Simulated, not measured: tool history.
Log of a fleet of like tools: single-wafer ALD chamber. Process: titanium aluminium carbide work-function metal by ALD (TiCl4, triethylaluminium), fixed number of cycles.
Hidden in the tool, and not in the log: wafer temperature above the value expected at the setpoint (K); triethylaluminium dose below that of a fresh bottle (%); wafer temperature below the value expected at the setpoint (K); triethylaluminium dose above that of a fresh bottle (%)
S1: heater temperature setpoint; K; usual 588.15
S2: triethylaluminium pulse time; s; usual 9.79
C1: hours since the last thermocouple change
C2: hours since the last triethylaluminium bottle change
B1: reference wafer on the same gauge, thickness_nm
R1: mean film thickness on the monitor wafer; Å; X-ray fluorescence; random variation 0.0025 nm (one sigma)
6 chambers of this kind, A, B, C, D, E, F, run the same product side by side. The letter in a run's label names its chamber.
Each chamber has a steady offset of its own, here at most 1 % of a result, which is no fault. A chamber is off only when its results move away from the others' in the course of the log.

Run 1D, hour 10.8: usual settings; C1 712.3; C2 47.9; B1 2.1002. Result: R1 21.221 Å.
Run 2A, hour 22.8: usual settings; C1 2062.1; C2 1625.9; B1 2.1003. Result: R1 21.404 Å.
Run 3F, hour 33.3: usual settings; C1 233.8; C2 377.2; B1 2.1011. Result: R1 21.299 Å.
Run 4B, hour 40.3: usual settings; C1 1629.5; C2 266.3; B1 2.1011. Result: R1 21.083 Å.
Run 5E, hour 47.5: usual settings; C1 308.6; C2 1363.1; B1 2.1017. Result: R1 21.103 Å.
Run 6C, hour 55.9: usual settings; C1 1078.8; C2 318.4; B1 2.1019. Result: R1 21.424 Å.
Run 7E, hour 65.1: usual settings; C1 326.2; C2 1380.7; B1 2.1018. Result: R1 21.09 Å.
Run 8C, hour 74.1: usual settings; C1 1097; C2 336.6; B1 2.1024. Result: R1 21.378 Å.
Run 9D, hour 81.9: usual settings but S1 583.15 K; C1 783.4; C2 119; B1 2.1021. Result: R1 20.783 Å.
Run 10B, hour 88: usual settings but S1 583.15 K; C1 1677.2; C2 314; B1 2.1025. Result: R1 20.714 Å.
Run 11A, hour 95.1: usual settings but S1 583.15 K; C1 2134.4; C2 1698.2; B1 2.1031. Result: R1 20.969 Å.
At hour 99.8: chamber A: triethylaluminium bottle replaced.
Run 12F, hour 103.5: usual settings but S1 583.15 K; C1 304; C2 447.4; B1 2.1025. Result: R1 20.846 Å.
Run 13C, hour 111.7: usual settings but S1 583.15 K; C1 1134.6; C2 374.2; B1 2.1031. Result: R1 20.963 Å.
Run 14A, hour 119.4: usual settings but S1 583.15 K; C1 2158.7; C2 19.7; B1 2.1035. Result: R1 20.96 Å.
Run 15F, hour 124.7: usual settings; C1 325.2; C2 468.6; B1 2.104. Result: R1 21.353 Å.
Run 16E, hour 130.6: usual settings; C1 391.7; C2 1446.2; B1 2.1039. Result: R1 21.117 Å.
Run 17D, hour 141.4: usual settings; C1 842.9; C2 178.5; B1 2.1038. Result: R1 21.266 Å.
At hour 146.9: chamber C: thermocouple changed; heater temperature recalibrated.
Run 18B, hour 147.3: usual settings; C1 1736.5; C2 373.3; B1 2.1046. Result: R1 21.123 Å.
Run 19A, hour 159.1: usual settings; C1 2198.4; C2 59.4; B1 2.1054. Result: R1 21.433 Å.
Run 20C, hour 168.2: usual settings; C1 21.4; C2 430.7; B1 2.1042. Result: R1 21.411 Å.
Run 21D, hour 174.9: usual settings; C1 876.4; C2 212; B1 2.1049. Result: R1 21.221 Å.
Run 22E, hour 184.9: usual settings; C1 446; C2 1500.5; B1 2.1062. Result: R1 21.126 Å.
At hour 195.2: chamber E: triethylaluminium bottle replaced.
Run 23B, hour 196.6: usual settings; C1 1785.8; C2 422.6; B1 2.1051. Result: R1 21.166 Å.
Run 24F, hour 203.4: usual settings; C1 403.9; C2 547.3; B1 2.1055. Result: R1 21.337 Å.
Run 25D, hour 212.9: usual settings but S1 599.15 K, S2 13.08 s; C1 914.4; C2 250; B1 2.1057. Result: R1 22.791 Å.
Run 26A, hour 220.9: usual settings but S1 599.15 K, S2 13.08 s; C1 2260.2; C2 121.2; B1 2.1062. Result: R1 22.973 Å.
Run 27C, hour 232.1: usual settings but S1 599.15 K, S2 13.08 s; C1 85.3; C2 494.6; B1 2.1065. Result: R1 22.969 Å.
Run 28B, hour 242.2: usual settings but S1 599.15 K, S2 13.08 s; C1 1831.4; C2 468.2; B1 2.1067. Result: R1 22.654 Å.
Run 29E, hour 247.9: usual settings but S1 599.15 K, S2 13.08 s; C1 509; C2 52.8; B1 2.1074. Result: R1 22.709 Å.
Run 30F, hour 255.4: usual settings but S1 599.15 K, S2 13.08 s; C1 455.9; C2 599.3; B1 2.1074. Result: R1 22.837 Å.
Run 31E, hour 263: usual settings; C1 524.1; C2 67.9; B1 2.1078. Result: R1 21.192 Å.
Run 32B, hour 271.2: usual settings; C1 1860.4; C2 497.2; B1 2.1078. Result: R1 21.174 Å.
Run 33F, hour 280.6: usual settings; C1 481.1; C2 624.5; B1 2.1078. Result: R1 21.319 Å.
Run 34A, hour 291.2: usual settings; C1 2330.5; C2 191.5; B1 2.1088. Result: R1 21.527 Å.
Run 35C, hour 297.6: usual settings; C1 150.8; C2 560.1; B1 2.1087. Result: R1 21.507 Å.
Run 36D, hour 308.6: usual settings but S1 595.15 K, S2 8.26 s; C1 1010.1; C2 345.7; B1 2.1088. Result: R1 21.43 Å.
Run 37B, hour 317.3: usual settings but S1 595.15 K, S2 8.26 s; C1 1906.5; C2 543.3; B1 2.1097. Result: R1 21.225 Å.
Run 38C, hour 326.3: usual settings but S1 595.15 K, S2 8.26 s; C1 179.5; C2 588.8; B1 2.1095. Result: R1 21.515 Å.
Run 39E, hour 335.4: usual settings but S1 595.15 K, S2 8.26 s; C1 596.5; C2 140.3; B1 2.1105. Result: R1 21.22 Å.

What goes on in this fleet: one chamber off, a drifting gauge, or nothing beyond the chambers' own small offsets? Name the chamber and the cause, if any.

The gauge drifts, so all chambers seem to drift together. No chamber is off.
Cause: gauge reads high (%) = 0.482.

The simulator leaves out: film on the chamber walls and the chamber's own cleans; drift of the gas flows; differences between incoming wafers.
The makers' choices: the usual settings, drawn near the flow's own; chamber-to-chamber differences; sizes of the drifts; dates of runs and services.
